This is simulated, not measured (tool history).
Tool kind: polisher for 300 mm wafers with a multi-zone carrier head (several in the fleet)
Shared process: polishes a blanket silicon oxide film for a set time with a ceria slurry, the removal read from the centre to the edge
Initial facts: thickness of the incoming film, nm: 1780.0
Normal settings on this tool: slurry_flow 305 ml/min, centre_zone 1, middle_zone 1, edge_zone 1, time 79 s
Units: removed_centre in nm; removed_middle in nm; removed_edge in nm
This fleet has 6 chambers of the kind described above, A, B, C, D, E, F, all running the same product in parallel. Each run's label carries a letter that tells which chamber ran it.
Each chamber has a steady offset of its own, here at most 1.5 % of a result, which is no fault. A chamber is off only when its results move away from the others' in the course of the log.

run	hour	slurry_flow	centre_zone	middle_zone	edge_zone	time	wafers polished on this pad	hours since the slurry nozzle was cleaned	hours since the centre zone pressure was calibrated	hours since the edge zone pressure was calibrated	removed_centre	removed_middle	removed_edge
# hour 1.4: chamber B: centre zone pressure recalibrated
1C	2.1	305	1	1	1	79	840	240.3	445	59.6	341.6	342.89	334.12
# hour 4.5: chamber D: worn pad replaced by a new one
2F	6.3	305	1	1	1	79	909	388.2	577.9	937.5	337.51	335.14	339.33
3D	8.3	305	1	1	1	79	32	283.5	743.4	94.6	335.95	348.16	336.74
4B	10.8	305	1	1	1	79	256	876.5	9.5	460.1	341.84	342.58	335.96
5A	13.5	305	1	1	1	79	784	187.6	737.2	100.1	336.61	349.66	344.23
6E	16.1	305	1	1	1	79	898	521.2	665.5	218	340.92	344.35	339.15
7B	20.3	305	1	1	1	79	335	886	19	469.6	339.37	335.85	340.5
# hour 20.5: chamber E: worn pad replaced by a new one
8F	23.9	305	1	1	1	79	1054	405.8	595.5	955.1	340.01	337.22	337.18
9C	27.6	305	1	1	1	79	1051	265.8	470.5	85.1	345.1	332.99	336.81
# hour 28: chamber C: centre zone pressure recalibrated
# hour 28.4: chamber F: worn pad replaced by a new one
10A	30.9	305	1	1	1	79	928	205	754.6	117.5	339.29	335.49	341.91
11D	33.8	305	1	1	1	79	243	309	768.9	120.1	339.5	339.8	337.96
12E	36.5	305	1	1	1	79	133	541.6	685.9	238.4	336.84	332.52	338.72
13C	40.4	305	1	1.04	1	100	1157	278.6	12.4	97.9	430.52	454.35	425.49
# hour 41.1: chamber A: centre zone pressure recalibrated
# hour 41.6: chamber A: worn pad replaced by a new one
14B	42.9	305	1	1.04	1	100	522	908.6	41.6	492.2	427.41	451.43	432.44
15E	45.4	305	1	1.04	1	100	207	550.5	694.8	247.3	427.51	446.85	433.51
16F	47.8	305	1	1.04	1	100	160	429.7	619.4	979	428.56	446.93	423.54
17D	51.2	305	1	1.04	1	100	387	326.4	786.3	137.5	426.14	442.38	424.63
# hour 53.1: chamber B: worn pad replaced by a new one
18A	54.4	305	1	1.04	1	100	106	228.5	13.4	141	458.52	433.38	426.41
19F	58	305	1	1	1	79	245	439.9	629.6	989.2	337.42	343.55	336.53
# hour 59.5: chamber B: edge zone pressure recalibrated
# hour 60.8: chamber A: slurry nozzle cleaned
# hour 61.9: chamber C: slurry nozzle cleaned
# hour 62.3: chamber C: worn pad replaced by a new one
20C	62.3	305	1	1	1	79	0	0.4	34.3	119.8	340.62	327.4	337.51
21D	65.2	305	1	1	1	79	503	340.4	800.3	151.5	337.27	346.01	337.61
22B	67.6	305	1	1	1	79	120	933.3	66.3	8.2	338.77	333.94	340.1
23E	70	305	1	1	1	79	410	575.1	719.4	271.9	339.17	347.08	339.67
24A	73.1	305	1	1	1	79	261	12.3	32.1	159.7	363.32	340.88	345.3
25F	76.4	305	1	1	1	79	397	458.3	648	1007.6	337.72	335.98	333.67
# hour 78.3: chamber B: slurry nozzle cleaned
26B	79.2	205	0.9	1	1	79	216	1	77.9	19.8	284.28	316.03	322.55
27A	81.5	205	0.9	1	1	79	331	20.7	40.5	168.1	308.49	322.87	328.22
28C	84.6	205	0.9	1	1	79	185	22.7	56.6	142.1	288.73	316.96	321.1
29E	87.4	205	0.9	1	1	79	555	592.5	736.8	289.3	286.36	322.83	325.92
# hour 88.7: chamber D: worn pad replaced by a new one
30D	89.7	205	0.9	1	1	79	8	364.9	824.8	176	283.78	326.56	325.87
31B	93.4	205	0.9	1	1	79	334	15.2	92.1	34	282.03	314.85	323.2
32F	97.4	305	1	1	1	79	571	479.3	669	1028.6	341.95	343.99	336.7
33C	101.1	305	1	1	1	79	322	39.2	73.1	158.6	342.17	334.71	338.04
34A	103	305	1	1	1	79	509	42.2	62	189.6	364.04	327.07	340.53
35E	106.2	305	1.07	1	1	79	710	611.3	755.6	308.1	368.33	340.61	334.28
36D	109.1	305	1.07	1	1	79	169	384.3	844.2	195.4	362.85	334.02	340.91
37A	111.6	305	1.07	1	1	79	580	50.8	70.6	198.2	391.21	341.58	338.84
38E	113.8	305	1.07	1	1	79	773	618.9	763.2	315.7	369.58	342.18	340.27
39F	117.4	305	1.07	1	1	79	737	499.3	689	1048.6	367.23	343.04	339.1
40C	120.9	305	1.07	1	1	79	486	59	92.9	178.4	370.05	337.01	334.39
41B	123.9	305	1	1	0.92	95	587	45.7	122.6	64.5	411.82	408.66	386.38
42D	127.6	305	1	1	0.92	95	322	402.8	862.7	213.9	406.42	412.22	393.58
43D	129.9	305	1	1	0.92	95	341	405.1	865	216.2	402.88	394.36	390.68
44A	133.3	305	1	1	0.92	95	760	72.5	92.3	219.9	435.07	405.57	388.8

Does one chamber stand apart from the rest, does the shared gauge drift, or is all well apart from small per-chamber offsets? Give the chamber and the most likely cause, where there is one.

Chamber A has stood off from the others ever since a service on it.
What lies behind it: centre zone's pressure above its setpoint, % = 7.03.

Below are 4 candidate recipes for chamber A's next run, each the usual settings with a change, their results shown as question marks. Which of them brings A's results back in line with what the other chambers give on the usual settings?
In line here means within this much of the mean the other chambers give on the usual settings: removed_centre 8.3 nm; removed_middle 18 nm; removed_edge 9 nm
45A-1	136.4	310	1.05	0.98	0.99	80					?	?	?
45A-2	136.4	310	1.11	0.95	0.98	82					?	?	?
45A-3	136.4	300	0.9	1.05	1.02	76					?	?	?
45A-4	136.4	300	0.95	1.02	1.01	78					?	?	?

The mean the other chambers reach with the usual settings: removed_centre 339.45 nm; removed_middle 337.81 nm; removed_edge 337.14 nm
run	removed_centre	removed_middle	removed_edge
45A-1	390.55	333.52	344.07
45A-2	424.97	332.12	350.94
45A-3	312.68	336.86	330.92
45A-4	340.4	336.49	337.99
45A-4 is the one that brings the chamber's results back in line with the other chambers.
